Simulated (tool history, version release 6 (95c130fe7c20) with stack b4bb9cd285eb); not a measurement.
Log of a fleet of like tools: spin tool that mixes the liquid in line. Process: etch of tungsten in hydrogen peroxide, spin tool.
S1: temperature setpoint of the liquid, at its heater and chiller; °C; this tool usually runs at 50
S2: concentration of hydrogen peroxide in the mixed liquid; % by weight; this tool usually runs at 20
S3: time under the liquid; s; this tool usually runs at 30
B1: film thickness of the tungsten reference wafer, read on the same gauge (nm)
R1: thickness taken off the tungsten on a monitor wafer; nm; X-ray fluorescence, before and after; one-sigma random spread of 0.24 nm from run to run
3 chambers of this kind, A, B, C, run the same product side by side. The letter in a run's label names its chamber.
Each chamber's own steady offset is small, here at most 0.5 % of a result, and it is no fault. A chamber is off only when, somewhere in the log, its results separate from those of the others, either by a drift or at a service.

run	hour	S1	S2	S3	B1	R1
1C	4.6	50	20	30	120.02	46.163
# hour 4.8: chamber C: thermometer replaced
2B	11.8	50	20	30	120.03	46.133
3A	17.2	50	20	30	120.02	46.134
4B	22	50	20	30	120.01	45.864
5C	25.8	50	20	30	120	45.729
6A	30.8	50	20	30	120.01	46.483
7C	36.4	50	20	30	119.98	45.962
8A	41.3	50	24	30	119.99	50.526
9B	48.8	50	24	30	120.01	50.359
10C	54.6	50	24	30	120	49.887
11B	58.2	50	20	30	120	46.129
12A	64.8	50	20	50	120.01	76.844
13B	70.3	50	20	50	119.99	76.003
14A	75	50	20	50	120.03	76.891
15C	79.6	50	20	30	120	44.869
16C	83.1	50	20	30	120	44.455
17A	88.5	50	20	30	120	46.287
18B	95.2	50	20	30	119.98	46.013
19C	102.1	50	20	30	119.99	43.864
20A	109.1	50	20	30	119.97	46.522
21B	112.7	50	16	30	119.97	40.598
22B	117	50	16	30	120.02	40.837
23C	120.8	50	16	30	120.02	39.254
24A	124.6	50	20	30	120.02	45.712

Read the log: is a single chamber off, either drifting away or since a service, is the gauge that measures every chamber drifting, or is nothing wrong beyond small per-chamber offsets? Name any odd chamber and what most likely caused it.

It is chamber C that slowly wanders off from its peers.
Likeliest cause: temperature lost on the way to the wafer (K) = 1.12.
It could be hard to tell apart here from: liquid colder than its thermometer reads (K); peroxide flow below the setpoint (%).

Below are 4 candidate recipes for chamber C's next run, each the usual settings with a change, their results shown as question marks. Which of them brings C's results back in line with what the other chambers give on the usual settings?
Counts as in line when no further than this from what the other chambers average on the usual settings: R1 0.85 nm
25C-1	130.1	48	20	30		?
25C-2	130.1	52	20.5	30		?
25C-3	130.1	51	20	30		?
25C-4	130.1	49	20	30		?

What the other chambers average on the usual settings: R1 46.116 nm
run	R1
25C-1	38.118
25C-2	49.265
25C-3	45.789
25C-4	40.536
25C-3 puts the chamber back in line with the other chambers.
